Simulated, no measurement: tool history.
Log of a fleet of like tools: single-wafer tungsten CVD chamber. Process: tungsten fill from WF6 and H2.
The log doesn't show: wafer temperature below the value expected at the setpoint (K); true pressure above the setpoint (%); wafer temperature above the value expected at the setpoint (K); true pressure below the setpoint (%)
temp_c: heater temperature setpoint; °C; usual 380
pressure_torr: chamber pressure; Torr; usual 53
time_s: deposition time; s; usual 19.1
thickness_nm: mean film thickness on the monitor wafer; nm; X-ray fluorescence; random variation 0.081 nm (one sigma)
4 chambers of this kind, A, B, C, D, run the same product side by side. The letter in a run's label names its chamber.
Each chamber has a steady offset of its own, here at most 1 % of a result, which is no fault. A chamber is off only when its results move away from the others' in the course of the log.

run   hour  temp_c  pressure_torr  time_s  hours since the last thermocouple change  hours since the last manometer calibration  read-back reference wafer on the same gauge, thickness_nm  thickness_nm
 1D    4.5     380             53    19.1                                    2410.6                                      1952.6                                                     49.997        48.746
 2A   11.3     380             53    19.1                                     222.1                                      1183.7                                                     49.993        49.022
 3B   19.7     380             53    19.1                                     600.8                                      1811.3                                                     50.004        48.966
 4C   24.4     380             53    19.1                                     540.8                                      1455.6                                                     49.973        49.036
 5B   29.3     380             53    19.1                                     610.4                                      1820.9                                                     49.979        48.882
 6A   36.2     380             53    19.1                                       247                                      1208.6                                                     49.943        48.924
 7D   44.1     380             53    19.1                                    2450.2                                      1992.2                                                      49.93        48.484
 8C   51.4     380             53    19.1                                     567.8                                      1482.6                                                     49.954        49.016
      52.7  -- chamber D: capacitance manometer re-zeroed and calibrated
 9C   58.6     380             53    19.1                                       575                                      1489.8                                                     49.922        48.981
10D   68.4     392             65    19.1                                    2474.5                                        15.8                                                     49.912        67.314
11A     73     392             65    19.1                                     283.8                                      1245.4                                                     49.927        67.841
12B   82.6     392             65    19.1                                     663.7                                      1874.2                                                     49.913        68.012
13B     92     392             65    19.1                                     673.1                                      1883.6                                                     49.895        67.892
14C    100     380             53    19.1                                     616.4                                      1531.2                                                     49.877        48.817
15D  105.3     368             53    19.1                                    2511.4                                        52.7                                                     49.885        37.922
16A  114.5     368             53    19.1                                     325.3                                      1286.9                                                     49.874        37.867
17D  122.7     368             53    19.1                                    2528.8                                        70.1                                                     49.894        37.865
18B  127.7     368             53    19.1                                     708.8                                      1919.3                                                     49.864        37.973
19A  132.4     380             53    19.1                                     343.2                                      1304.8                                                     49.853        48.782
20C  139.2     380             53    19.1                                     655.6                                      1570.4                                                     49.843        48.837
21C  148.3     380             53    19.1                                     664.7                                      1579.5                                                      49.82        48.886
22D  154.9     371           46.5    19.1                                      2561                                       102.3                                                     49.835        37.931
23A  164.5     371           46.5    19.1                                     375.3                                      1336.9                                                      49.81        38.016
     170.5  -- chamber A: capacitance manometer re-zeroed and calibrated
24B  171.3     371           46.5    19.1                                     752.4                                      1962.9                                                     49.826         38.11
25C  177.5     371           46.5    19.1                                     693.9                                      1608.7                                                     49.804        38.115
26A  181.9     380             53    19.1                                     392.7                                        11.5                                                     49.798        48.758
     189.6  -- chamber B: capacitance manometer re-zeroed and calibrated
27B  190.7     380             53    19.1                                     771.8                                         1.2                                                      49.79        48.808
28D  195.9     380             53    19.1                                      2602                                       143.3                                                     49.787        48.467
29B    202     380             53    19.1                                     783.1                                        12.5                                                     49.743        48.728
30D  206.3     380             53    19.1                                    2612.4                                       153.7                                                      49.79        48.433
31A  213.3     380             53    19.1                                     424.1                                        42.9                                                     49.762        48.747
     213.9  -- chamber D: thermocouple changed; heater temperature recalibrated
32C  220.8     380             53    19.1                                     737.2                                        1652                                                     49.741        48.863
33B  225.8     380             53    19.1                                     806.9                                        36.3                                                     49.742        48.797
34D  230.9     380             53    20.9                                        17                                       178.3                                                     49.741        53.003
     236.2  -- chamber C: capacitance manometer re-zeroed and calibrated
35A  239.3     380             53    20.9                                     450.1                                        68.9                                                     49.725        53.176
36C  245.6     380             53    20.9                                       762                                         9.5                                                     49.741         53.52
37B  250.1     380             53    20.9                                     831.2                                        60.6                                                     49.691        53.381
38D  258.2     380             53    19.1                                      44.3                                       205.6                                                     49.714        48.393
39A  267.6     380             53    19.1                                     478.4                                        97.2                                                     49.716        48.593
40C  277.1     380             53    19.1                                     793.5                                          41                                                     49.684        48.766
41D  286.1     380             53    19.1                                      72.2                                       233.5                                                     49.684        48.348
42A  293.8     380             53    20.8                                     504.6                                       123.4                                                      49.69        53.073

Next, every chamber runs the same settings. What will each give?
43A  300.9     380             53    19.1                                                                                                                                                              ?
43B  300.9     380             53    19.1                                                                                                                                                              ?
43C  300.9     380             53    19.1                                                                                                                                                              ?
43D  300.9     380             53    19.1                                                                                                                                                              ?

run  thickness_nm
43A        48.642
43B        48.659
43C          48.7
43D        48.461
